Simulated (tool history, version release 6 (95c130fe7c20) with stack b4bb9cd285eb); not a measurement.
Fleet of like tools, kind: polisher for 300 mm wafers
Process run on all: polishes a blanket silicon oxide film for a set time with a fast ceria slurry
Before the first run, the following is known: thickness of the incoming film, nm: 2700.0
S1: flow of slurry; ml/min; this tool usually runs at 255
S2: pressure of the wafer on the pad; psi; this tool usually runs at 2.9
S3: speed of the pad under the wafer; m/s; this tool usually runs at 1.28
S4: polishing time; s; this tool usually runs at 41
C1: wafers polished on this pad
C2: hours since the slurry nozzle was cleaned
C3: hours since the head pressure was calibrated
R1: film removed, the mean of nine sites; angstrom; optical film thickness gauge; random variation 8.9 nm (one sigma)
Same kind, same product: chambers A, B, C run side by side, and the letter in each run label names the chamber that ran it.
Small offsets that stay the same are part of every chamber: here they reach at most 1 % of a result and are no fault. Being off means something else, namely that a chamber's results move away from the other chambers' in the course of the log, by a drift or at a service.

| run | hour | S1 | S2 | S3 | S4 | C1 | C2 | C3 | R1 |
|---|---|---|---|---|---|---|---|---|---|
| 1A | 9.1 | 255 | 2.9 | 1.28 | 41 | 401 | 301.3 | 293.2 | 8907.4 |
| 2C | 16.8 | 255 | 2.9 | 1.28 | 41 | 893 | 188.3 | 403.4 | 9066.5 |
| 3B | 27 | 255 | 2.9 | 1.28 | 41 | 398 | 747.5 | 587 | 8996.6 |
| 4B | 37.2 | 255 | 2.9 | 1.28 | 41 | 492 | 757.7 | 597.2 | 8959.3 |
| 5A | 43.2 | 255 | 2.9 | 1.28 | 41 | 715 | 335.4 | 327.3 | 9147.7 |
| 6C | 52.3 | 255 | 2.9 | 1.28 | 41 | 1220 | 223.8 | 438.9 | 8991.7 |
| 7B | 59.2 | 255 | 2.5 | 1.28 | 41 | 694 | 779.7 | 619.2 | 7697.5 |
|  | 62.3 | chamber C: worn pad replaced by a new one |
| 8A | 65.6 | 255 | 2.5 | 1.28 | 41 | 921 | 357.8 | 349.7 | 7628.4 |
|  | 67.8 | chamber A: slurry nozzle cleaned |
| 9C | 76.7 | 255 | 2.5 | 1.28 | 41 | 133 | 248.2 | 463.3 | 7758.1 |
|  | 78.6 | chamber B: slurry nozzle cleaned |
| 10C | 82.2 | 255 | 2.9 | 1.28 | 41 | 183 | 253.7 | 468.8 | 9043 |
| 11B | 91.6 | 255 | 2.9 | 1.28 | 41 | 992 | 13.1 | 651.6 | 8984.3 |
| 12A | 102.4 | 255 | 3.6 | 1.28 | 49 | 1260 | 34.7 | 386.5 | 12919 |
| 13A | 113.3 | 255 | 3.6 | 1.28 | 49 | 1360 | 45.6 | 397.4 | 13196 |
| 14C | 124.6 | 255 | 3.6 | 1.28 | 49 | 573 | 296.1 | 511.2 | 13631 |
| 15B | 130.4 | 255 | 2.9 | 1.42 | 46 | 1349 | 51.9 | 690.4 | 10963 |
|  | 133.3 | chamber B: worn pad replaced by a new one |
| 16A | 137.6 | 255 | 2.9 | 1.42 | 46 | 1583 | 69.9 | 421.7 | 10780 |
| 17C | 146.8 | 255 | 2.9 | 1.42 | 46 | 778 | 318.3 | 533.4 | 11232 |
| 18B | 154 | 190 | 2.9 | 1.28 | 41 | 191 | 75.5 | 714 | 8671.4 |
| 19C | 162.8 | 190 | 2.9 | 1.28 | 41 | 925 | 334.3 | 549.4 | 8831.9 |
| 20A | 174.3 | 190 | 2.9 | 1.28 | 41 | 1921 | 106.6 | 458.4 | 8152.3 |
| 21B | 181.6 | 255 | 2.9 | 1.28 | 41 | 445 | 103.1 | 741.6 | 8913.8 |
|  | 187.8 | chamber C: worn pad replaced by a new one |
| 22C | 190.1 | 255 | 2.9 | 1.28 | 41 | 22 | 361.6 | 576.7 | 8971.6 |
| 23A | 196.1 | 255 | 2.9 | 1.28 | 41 | 2122 | 128.4 | 480.2 | 8455.4 |

Predict what each chamber gives when all 3 of them run the settings below next.
| 24A | 204.5 | 255 | 2.9 | 1.28 | 41 |  |  |  | ? |
| 24B | 204.5 | 255 | 2.9 | 1.28 | 41 |  |  |  | ? |
| 24C | 204.5 | 255 | 2.9 | 1.28 | 41 |  |  |  | ? |

| run | R1 |
|---|---|
| 24A | 8524.2 |
| 24B | 8946.3 |
| 24C | 9065.2 |
